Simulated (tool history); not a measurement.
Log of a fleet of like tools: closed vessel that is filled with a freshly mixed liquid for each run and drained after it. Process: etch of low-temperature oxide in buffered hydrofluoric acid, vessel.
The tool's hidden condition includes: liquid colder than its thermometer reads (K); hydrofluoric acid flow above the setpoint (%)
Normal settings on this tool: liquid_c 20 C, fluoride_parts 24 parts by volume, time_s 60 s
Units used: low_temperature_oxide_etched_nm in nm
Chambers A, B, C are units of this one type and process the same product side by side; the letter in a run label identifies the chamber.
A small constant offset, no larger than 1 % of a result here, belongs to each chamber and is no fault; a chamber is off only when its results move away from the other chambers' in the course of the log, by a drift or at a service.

run	hour	liquid_c	fluoride_parts	time_s	hours since the thermometer was replaced	hours since the hydrofluoric acid flow meter was replaced	read-back film thickness of the low-temperature oxide reference wafer, read on the same gauge (nm)	low_temperature_oxide_etched_nm
1C	10.9	20	24	60	222.8	573.4	69.981	42.308
2A	22	20	24	60	731.4	1082.4	70.011	42.236
3B	30.9	20	24	60	446.9	1428.6	70.02	43.211
4C	45.7	20	24	60	257.6	608.2	70.013	43.263
5B	56.6	20	24	60	472.6	1454.3	69.967	43.204
6A	68.5	20	24	60	777.9	1128.9	69.941	42.819
7C	81.7	20	24	60	293.6	644.2	69.998	42.912
8A	89.1	20	24	60	798.5	1149.5	70.001	42.857
9B	97.4	20	24	60	513.4	1495.1	69.994	42.694
10C	107.5	20	24	60	319.4	670	69.999	42.961
11A	114.2	20	24	60	823.6	1174.6	69.989	41.707
12B	128.9	20	24	60	544.9	1526.6	70	43.325
13A	141	20	24	60	850.4	1201.4	69.96	42.204
14C	150.8	20	24	75	362.7	713.3	69.954	53.743
15B	164.5	20	24	75	580.5	1562.2	70.014	54.316
16B	171.9	20	24	75	587.9	1569.6	69.989	53.032
17A	185	20	24	60	894.4	1245.4	69.968	42.144
18C	193.1	20	24	95	405	755.6	70.008	68.18
19A	207	20	24	95	916.4	1267.4	70.01	65.338
20B	214.4	20	24	95	630.4	1612.1	69.987	68.934
21C	227.1	20	24	60	439	789.6	69.989	42.188
22A	234.2	20	24	60	943.6	1294.6	70.001	40.308
23B	241.9	20	24	60	657.9	1639.6	70.005	43.432
24C	253.9	20	24	60	465.8	816.4	70.008	42.569
25A	265.2	20	24	60	974.6	1325.6	70.008	40.052
26C	273.4	20	24	60	485.3	835.9	70.035	43.368
# hour 273.9: chamber B: hydrofluoric acid flow meter replaced
27B	281.5	20	24	60	697.5	7.6	69.987	43.019
# hour 288.9: chamber C: hydrofluoric acid flow meter replaced
28B	289.6	20	24	60	705.6	15.7	69.992	43.307
29C	296.2	20	24	60	508.1	7.3	70.013	42.606
30A	302.7	20	24	60	1012.1	1363.1	70.013	39.887
31C	311	20	24	60	522.9	22.1	69.979	43.339
32B	325.5	20	24	60	741.5	51.6	70.031	42.734
33A	336.4	20	24	60	1045.8	1396.8	70.008	39.992
34B	347.9	20	24	60	763.9	74	70.004	42.9
35A	359.6	20	24	60	1069	1420	69.943	39.76
# hour 363.9: chamber C: thermometer replaced
36C	370.4	20	24	35	6.6	81.5	69.987	25.373

Next, every chamber runs the same settings. What will each give?
37A	381	20	24	60				?
37B	381	20	24	60				?
37C	381	20	24	60				?

run	low_temperature_oxide_etched_nm
37A	39.476
37B	42.807
37C	44.169

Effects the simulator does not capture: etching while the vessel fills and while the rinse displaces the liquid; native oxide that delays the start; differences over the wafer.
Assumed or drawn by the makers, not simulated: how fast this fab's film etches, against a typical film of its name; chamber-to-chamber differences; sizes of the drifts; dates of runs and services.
